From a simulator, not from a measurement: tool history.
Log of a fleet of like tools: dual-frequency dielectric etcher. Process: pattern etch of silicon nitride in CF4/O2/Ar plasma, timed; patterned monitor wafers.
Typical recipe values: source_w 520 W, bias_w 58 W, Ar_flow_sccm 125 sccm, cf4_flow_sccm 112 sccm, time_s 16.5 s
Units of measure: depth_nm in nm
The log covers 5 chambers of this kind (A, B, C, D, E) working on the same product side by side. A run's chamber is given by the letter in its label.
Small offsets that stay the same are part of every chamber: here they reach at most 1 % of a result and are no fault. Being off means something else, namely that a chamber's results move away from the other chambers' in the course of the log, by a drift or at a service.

run,hour,source_w,bias_w,Ar_flow_sccm,cf4_flow_sccm,time_s,hours since the last wet clean,hours since the last source power generator calibration,hours since the last bias power generator calibration,hours since the last Ar flow controller change,hours since the last CF4 flow controller change,"read-back reference wafer on the same gauge, depth_nm",depth_nm
1E,11.7,520,58,125,112,16.5,389.2,1291.9,1684.8,1435.6,2319,32.793,33.746
2D,27.2,520,58,125,112,16.5,513.9,315.4,2135.9,3280.7,1252,32.787,33.576
3B,41.4,520,58,125,112,16.5,244.7,2484.6,1810.1,46.7,519.3,32.788,33.792
4A,54,520,58,125,112,16.5,266.5,2980.3,1594.2,2312.7,4555.2,32.762,33.716
5C,65,520,58,125,112,16.5,183.7,1282.1,3381.9,280.5,3989.6,32.764,33.8
# hour 74.6: chamber C: bias power generator calibrated
6D,78.2,520,58,125,112,16.5,564.9,366.4,2186.9,3331.7,1303,32.762,33.501
7C,88.2,520,58,125,112,16.5,206.9,1305.3,13.6,303.7,4012.8,32.762,33.794
8E,101.4,520,58,125,112,16.5,478.9,1381.6,1774.5,1525.3,2408.7,32.727,33.593
9B,113.6,520,69,125,112,16.5,316.9,2556.8,1882.3,118.9,591.5,32.726,36.166
# hour 125.4: chamber E: wet clean of the chamber
10A,127,520,69,125,112,16.5,339.5,3053.3,1667.2,2385.7,4628.2,32.719,35.953
11A,136.1,520,69,125,112,16.5,348.6,3062.4,1676.3,2394.8,4637.3,32.714,35.962
12C,150.9,520,69,125,112,16.5,269.6,1368,76.3,366.4,4075.5,32.709,35.954
# hour 163.7: chamber D: wet clean of the chamber
13D,164.7,520,69,125,112,16.5,1.1,452.9,2273.4,3418.2,1389.5,32.698,35.888
14E,173.6,520,58,125,112,16.5,48.2,1453.8,1846.7,1597.5,2480.9,32.7,33.46
15B,183.4,520,58,125,112,16.5,386.7,2626.6,1952.1,188.7,661.3,32.7,33.786
16B,191.4,520,58,125,112,16.5,394.7,2634.6,1960.1,196.7,669.3,32.67,33.762
17C,199.5,520,58,125,112,16.5,318.2,1416.6,124.9,415,4124.1,32.687,33.711
# hour 200.8: chamber B: bias power generator calibrated
18E,212.5,520,58,125,112,16.5,87.1,1492.7,1885.6,1636.4,2519.8,32.669,33.597
19D,228.1,520,58,125,112,16.5,64.5,516.3,2336.8,3481.6,1452.9,32.676,33.462
20A,241.3,520,58,125,112,16.5,453.8,3167.6,1781.5,2500,4742.5,32.662,33.602
# hour 251.3: chamber A: wet clean of the chamber
21B,255.6,520,58,155,136,16.5,458.9,2698.8,54.8,260.9,733.5,32.642,33.726
22E,266.1,520,58,155,136,16.5,140.7,1546.3,1939.2,1690,2573.4,32.655,33.361
23C,273.9,520,58,155,136,16.5,392.6,1491,199.3,489.4,4198.5,32.627,33.504
24A,287.2,520,58,155,136,16.5,36,3213.5,1827.4,2545.9,4788.4,32.639,33.438
# hour 298.8: chamber C: wet clean of the chamber
25D,301.2,520,58,155,136,16.5,137.6,589.4,2409.9,3554.7,1526,32.621,33.351
26E,311.4,520,58,125,112,16.5,186,1591.6,1984.5,1735.3,2618.7,32.613,33.362
27D,325.8,520,58,125,112,16.5,162.2,614,2434.5,3579.3,1550.6,32.609,33.417
28B,335.6,520,58,125,112,16.5,538.9,2778.8,134.8,340.9,813.5,32.598,33.655
29C,347,520,58,125,112,16.5,48.2,1564.1,272.4,562.5,4271.6,32.591,33.569
30A,360.6,520,58,125,112,16.5,109.4,3286.9,1900.8,2619.3,4861.8,32.586,33.572
31A,371.9,520,58,125,112,16.5,120.7,3298.2,1912.1,2630.6,4873.1,32.571,33.501
32B,379.9,520,58,125,112,16.5,583.2,2823.1,179.1,385.2,857.8,32.565,33.734

Is one chamber off against the others, does the gauge drift, or is nothing wrong? If a chamber is off, say which, and what the likeliest cause is.

The shared gauge is drifting. All chambers look as if they move in step, but none is off.
Likeliest cause: gauge reads low (%) = 0.709.

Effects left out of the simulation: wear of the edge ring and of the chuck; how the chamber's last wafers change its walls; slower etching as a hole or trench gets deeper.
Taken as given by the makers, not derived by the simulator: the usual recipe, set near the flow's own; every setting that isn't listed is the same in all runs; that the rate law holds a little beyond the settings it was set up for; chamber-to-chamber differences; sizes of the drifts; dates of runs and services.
